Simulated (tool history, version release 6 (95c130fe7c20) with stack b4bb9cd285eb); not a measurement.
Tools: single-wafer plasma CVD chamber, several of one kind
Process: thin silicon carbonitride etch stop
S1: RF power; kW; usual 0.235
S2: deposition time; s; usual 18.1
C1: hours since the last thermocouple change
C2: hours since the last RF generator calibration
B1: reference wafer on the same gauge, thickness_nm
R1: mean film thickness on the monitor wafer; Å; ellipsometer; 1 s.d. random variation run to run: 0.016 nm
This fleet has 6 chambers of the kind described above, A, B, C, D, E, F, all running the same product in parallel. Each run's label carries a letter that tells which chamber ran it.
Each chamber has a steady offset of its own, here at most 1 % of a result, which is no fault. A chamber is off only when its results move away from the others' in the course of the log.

| run | day | S1 | S2 | C1 | C2 | B1 | R1 |
|---|---|---|---|---|---|---|---|
| 1E | 0.375 | 0.235 | 18.1 | 104.1 | 230.7 | 12.501 | 108.470 |
| 2B | 0.838 | 0.235 | 18.1 | 385.2 | 945.5 | 12.495 | 107.640 |
| 3A | 1.308 | 0.235 | 18.1 | 1324.3 | 2388.6 | 12.491 | 107.280 |
|  | 1.596 | chamber F: RF generator calibrated |
| 4F | 1.638 | 0.235 | 18.1 | 246.2 | 1.0 | 12.489 | 107.290 |
| 5C | 1.867 | 0.235 | 18.1 | 230.5 | 327.2 | 12.491 | 107.610 |
|  | 1.950 | chamber D: RF generator calibrated |
| 6D | 2.083 | 0.235 | 18.1 | 510.8 | 3.3 | 12.491 | 108.140 |
| 7F | 2.400 | 0.235 | 18.1 | 264.5 | 19.3 | 12.486 | 107.190 |
| 8A | 2.700 | 0.195 | 14.6 | 1357.7 | 2422.0 | 12.482 | 81.483 |
| 9D | 2.962 | 0.195 | 14.6 | 531.9 | 24.4 | 12.482 | 82.706 |
| 10E | 3.325 | 0.195 | 14.6 | 174.9 | 301.5 | 12.481 | 82.968 |
| 11C | 3.550 | 0.195 | 14.6 | 270.9 | 367.6 | 12.485 | 81.681 |
| 12B | 4.038 | 0.195 | 14.6 | 462.0 | 1022.3 | 12.474 | 82.210 |
| 13F | 4.304 | 0.195 | 14.6 | 310.2 | 65.0 | 12.474 | 81.855 |
| 14D | 4.562 | 0.235 | 18.1 | 570.3 | 62.8 | 12.468 | 108.470 |
| 15C | 4.808 | 0.235 | 18.1 | 301.1 | 397.8 | 12.474 | 107.550 |
| 16A | 5.042 | 0.235 | 18.1 | 1413.9 | 2478.2 | 12.470 | 106.830 |
| 17E | 5.325 | 0.235 | 18.1 | 222.9 | 349.5 | 12.466 | 108.530 |
| 18B | 5.575 | 0.235 | 18.1 | 498.9 | 1059.2 | 12.463 | 107.750 |
| 19F | 5.933 | 0.235 | 18.1 | 349.3 | 104.1 | 12.464 | 107.050 |
| 20E | 6.162 | 0.200 | 16.1 | 243.0 | 369.6 | 12.461 | 91.997 |
| 21A | 6.650 | 0.200 | 16.1 | 1452.5 | 2516.8 | 12.463 | 90.491 |
| 22C | 7.046 | 0.200 | 16.1 | 354.8 | 451.5 | 12.458 | 90.618 |
| 23B | 7.283 | 0.200 | 16.1 | 539.9 | 1100.2 | 12.461 | 91.242 |
| 24D | 7.583 | 0.200 | 16.1 | 642.8 | 135.3 | 12.452 | 91.451 |
| 25D | 7.967 | 0.200 | 16.1 | 652.0 | 144.5 | 12.451 | 91.512 |
| 26B | 8.233 | 0.235 | 18.1 | 562.7 | 1123.0 | 12.454 | 107.560 |
| 27A | 8.692 | 0.235 | 18.1 | 1501.5 | 2565.8 | 12.449 | 106.510 |
| 28C | 8.942 | 0.235 | 18.1 | 400.3 | 497.0 | 12.449 | 106.980 |
| 29F | 9.158 | 0.235 | 18.1 | 426.7 | 181.5 | 12.448 | 107.030 |
| 30E | 9.475 | 0.200 | 19.5 | 322.5 | 449.1 | 12.448 | 111.560 |
| 31D | 9.871 | 0.200 | 19.5 | 697.7 | 190.2 | 12.444 | 110.630 |
| 32F | 10.167 | 0.200 | 19.5 | 450.9 | 205.7 | 12.440 | 109.530 |
|  | 10.258 | chamber A: RF generator calibrated |
| 33A | 10.496 | 0.200 | 19.5 | 1544.8 | 5.8 | 12.440 | 109.680 |
| 34B | 10.783 | 0.200 | 19.5 | 623.9 | 1184.2 | 12.437 | 110.250 |
| 35C | 11.229 | 0.200 | 19.5 | 455.2 | 551.9 | 12.434 | 109.590 |
| 36E | 11.450 | 0.235 | 18.1 | 369.9 | 496.5 | 12.428 | 108.150 |
| 37D | 11.712 | 0.235 | 18.1 | 741.9 | 234.4 | 12.428 | 107.640 |
| 38C | 12.196 | 0.235 | 18.1 | 478.4 | 575.1 | 12.425 | 106.910 |
| 39B | 12.483 | 0.235 | 18.1 | 664.7 | 1225.0 | 12.435 | 107.350 |

What goes on in this fleet: one chamber off, a drifting gauge, or nothing beyond the chambers' own small offsets? Name the chamber and the cause, if any.

The shared gauge is drifting. All chambers look as if they move in step, but none is off.
Cause: gauge reads low (%) = 0.6.
